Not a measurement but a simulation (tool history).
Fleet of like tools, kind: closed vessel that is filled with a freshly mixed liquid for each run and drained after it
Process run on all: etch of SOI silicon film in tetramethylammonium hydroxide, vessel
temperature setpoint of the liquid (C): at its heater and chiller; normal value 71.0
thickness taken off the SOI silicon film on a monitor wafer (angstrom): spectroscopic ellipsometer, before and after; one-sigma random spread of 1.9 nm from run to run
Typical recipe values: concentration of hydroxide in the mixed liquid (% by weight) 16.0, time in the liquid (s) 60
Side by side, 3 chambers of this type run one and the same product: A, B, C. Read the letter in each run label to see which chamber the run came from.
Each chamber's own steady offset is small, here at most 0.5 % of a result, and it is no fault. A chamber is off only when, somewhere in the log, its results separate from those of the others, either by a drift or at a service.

| run | day | temperature setpoint of the liquid (C) | concentration of hydroxide in the mixed liquid (% by weight) | time in the liquid (s) | read-back film thickness of the SOI silicon film reference wafer, read on the same gauge (nm) | thickness taken off the SOI silicon film on a monitor wafer (angstrom) |
|---|---|---|---|---|---|---|
| 1B | 0.208 | 71.0 | 16.0 | 60 | 50.004 | 3652.1 |
| 2A | 0.388 | 71.0 | 16.0 | 60 | 50.013 | 3673.4 |
| 3C | 0.679 | 71.0 | 16.0 | 60 | 49.995 | 3713.6 |
| 4A | 1.046 | 71.0 | 16.0 | 60 | 49.986 | 3704.2 |
| 5C | 1.296 | 71.0 | 16.0 | 60 | 49.965 | 3725.8 |
| 6B | 1.571 | 74.5 | 13.5 | 60 | 49.984 | 4843.7 |
| 7A | 1.871 | 74.5 | 13.5 | 60 | 50.030 | 4907.6 |
| 8B | 2.062 | 74.5 | 13.5 | 60 | 50.010 | 4849.7 |
| 9C | 2.267 | 71.0 | 16.0 | 60 | 50.005 | 3711.9 |
| 10A | 2.612 | 71.0 | 16.0 | 60 | 50.016 | 3635.3 |
| 11B | 2.967 | 71.0 | 19.0 | 80 | 49.971 | 4568.1 |
| 12C | 3.288 | 71.0 | 19.0 | 80 | 50.039 | 4596.8 |
| 13C | 3.617 | 71.0 | 19.0 | 80 | 49.966 | 4630.8 |
| 14B | 3.817 | 74.0 | 20.5 | 60 | 50.012 | 3930.1 |
| 15A | 3.996 | 74.0 | 20.5 | 60 | 50.002 | 3886.2 |
| 16C | 4.338 | 74.0 | 20.5 | 60 | 50.039 | 3939.7 |
| 17A | 4.604 | 71.0 | 16.0 | 60 | 49.976 | 3598.6 |
| 18B | 4.892 | 71.0 | 16.0 | 60 | 50.026 | 3697.0 |
| 19B | 5.200 | 71.0 | 16.0 | 60 | 49.956 | 3696.3 |
| 20A | 5.429 | 71.0 | 16.0 | 80 | 49.990 | 4767.8 |
| 21C | 5.608 | 71.0 | 16.0 | 80 | 49.986 | 4924.5 |
| 22A | 5.988 | 71.0 | 16.0 | 80 | 50.005 | 4788.5 |
| 23B | 6.338 | 78.5 | 12.5 | 60 | 50.004 | 6273.8 |
| 24C | 6.642 | 78.5 | 12.5 | 60 | 50.010 | 6374.6 |
| 25A | 6.921 | 78.5 | 12.5 | 60 | 49.990 | 6146.8 |
| 26C | 7.146 | 71.0 | 16.0 | 60 | 49.992 | 3723.9 |
| 27B | 7.521 | 71.0 | 16.0 | 60 | 49.961 | 3680.0 |
| 28A | 7.712 | 71.0 | 16.0 | 60 | 49.984 | 3563.8 |
| 29C | 7.954 | 71.0 | 18.5 | 45 | 49.990 | 2629.2 |
| 30B | 8.175 | 71.0 | 18.5 | 45 | 50.011 | 2609.0 |
| 31B | 8.479 | 71.0 | 18.5 | 45 | 49.994 | 2597.6 |
| 32A | 8.704 | 71.0 | 16.0 | 60 | 49.998 | 3524.7 |

Next, every chamber runs the same settings. What will each give?
| 33A | 8.979 | 71.0 | 16.0 | 60 |  | ? |
| 33B | 8.979 | 71.0 | 16.0 | 60 |  | ? |
| 33C | 8.979 | 71.0 | 16.0 | 60 |  | ? |

| run | thickness taken off the SOI silicon film on a monitor wafer (angstrom) |
|---|---|
| 33A | 3509.0 |
| 33B | 3669.4 |
| 33C | 3702.1 |
